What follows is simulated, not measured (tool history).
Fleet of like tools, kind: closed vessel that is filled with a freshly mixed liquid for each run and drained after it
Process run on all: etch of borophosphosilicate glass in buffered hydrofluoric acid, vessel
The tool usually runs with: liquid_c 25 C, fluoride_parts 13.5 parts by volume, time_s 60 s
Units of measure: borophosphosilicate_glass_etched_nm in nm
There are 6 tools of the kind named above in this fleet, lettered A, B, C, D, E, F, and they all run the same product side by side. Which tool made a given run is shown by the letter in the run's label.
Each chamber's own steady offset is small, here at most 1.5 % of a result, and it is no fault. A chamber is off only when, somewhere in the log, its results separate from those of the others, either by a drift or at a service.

run	hour	liquid_c	fluoride_parts	time_s	hours since the thermometer was replaced	hours since the hydrofluoric acid flow meter was replaced	read-back film thickness of the borophosphosilicate glass reference wafer, read on the same gauge (nm)	borophosphosilicate_glass_etched_nm
1B	9.0	25	13.5	60	1265.4	57.8	139.98	93.863
2F	14.0	25	13.5	60	862.6	1172.0	140.00	92.143
3E	22.0	25	13.5	60	270.2	28.7	140.01	94.586
4C	31.4	25	13.5	60	1232.7	1501.6	140.02	92.841
5A	40.1	25	13.5	60	1260.9	1249.9	139.99	93.926
6D	47.7	25	13.5	60	606.4	1181.0	139.98	93.673
7F	55.9	25	13.5	60	904.5	1213.9	140.02	94.306
8D	64.5	25	13.5	60	623.2	1197.8	140.02	91.942
9E	73.4	25	13.5	60	321.6	80.1	140.00	93.269
10A	78.7	25	13.5	60	1299.5	1288.5	139.99	93.095
11C	83.8	25	13.5	60	1285.1	1554.0	140.01	91.898
# hour 84.3: chamber C: thermometer replaced
12B	93.9	25	13.5	60	1350.3	142.7	140.02	93.356
# hour 94.7: chamber B: thermometer replaced
13E	100.4	25	13.5	60	348.6	107.1	140.00	93.267
14D	110.9	25	13.5	60	669.6	1244.2	140.00	91.598
15F	121.8	25	13.5	60	970.4	1279.8	140.01	93.416
16A	127.5	25	13.5	60	1348.3	1337.3	140.02	93.391
17B	137.4	25	13.5	60	42.8	186.2	140.01	92.352
18C	143.9	25	13.5	60	59.7	1614.1	139.97	93.587
19E	150.2	25	13.5	60	398.4	156.9	140.00	94.721
20F	155.4	25	13.5	60	1004.0	1313.4	139.98	94.062
21D	164.2	25	13.5	60	722.9	1297.5	139.99	88.758
22B	172.1	25	13.5	60	77.5	220.9	139.99	92.282
23C	182.4	25	13.5	60	98.2	1652.6	139.99	91.266
24A	190.0	25	13.5	60	1410.8	1399.8	139.99	92.592
# hour 193.0: chamber D: thermometer replaced
25B	199.8	25	13.5	60	105.2	248.6	139.99	93.375
26A	209.5	25	13.5	60	1430.3	1419.3	140.02	92.524
27F	219.2	25	13.5	60	1067.8	1377.2	140.02	92.746
28E	226.2	25	13.5	60	474.4	232.9	139.97	92.588
29D	237.0	25	13.5	60	44.1	1370.3	139.96	87.500
30C	243.4	25	13.5	60	159.2	1713.6	140.00	93.178
31E	248.3	25	13.5	60	496.5	255.0	140.01	93.142
32B	256.6	25	13.5	60	162.0	305.4	139.99	92.667
33D	266.7	25	13.5	60	73.8	1400.0	139.99	85.357
34F	271.6	25	13.5	60	1120.2	1429.6	139.99	91.836
35C	277.2	25	13.5	60	193.0	1747.4	139.98	92.103
36A	284.8	25	13.5	60	1505.6	1494.6	139.99	93.659

Has any chamber moved away from the others, gradually or after a service, or does the common gauge drift, or do the chambers differ only by their own small steady offsets? State the chamber and the most likely cause if one applies.

Chamber D drifts away from the others.
Likeliest cause: hydrofluoric acid flow below the setpoint (%) = 8.06.

Below are 4 candidate recipes for chamber D's next run, each the usual settings with a change, their results shown as question marks. Which of them brings D's results back in line with what the other chambers give on the usual settings?
In-line tolerance around the mean of the other chambers on the usual settings: borophosphosilicate_glass_etched_nm 2.700 nm
37D-1	292.6	25	12.5	60				?
37D-2	292.6	25	13.0	60				?
37D-3	292.6	25	13.5	55				?
37D-4	292.6	25	14.0	60				?

What the other chambers average on the usual settings: borophosphosilicate_glass_etched_nm 93.199 nm
run	borophosphosilicate_glass_etched_nm
37D-1	92.811
37D-2	89.292
37D-3	78.860
37D-4	82.997
It is 37D-1 that realigns the chamber with its peers.

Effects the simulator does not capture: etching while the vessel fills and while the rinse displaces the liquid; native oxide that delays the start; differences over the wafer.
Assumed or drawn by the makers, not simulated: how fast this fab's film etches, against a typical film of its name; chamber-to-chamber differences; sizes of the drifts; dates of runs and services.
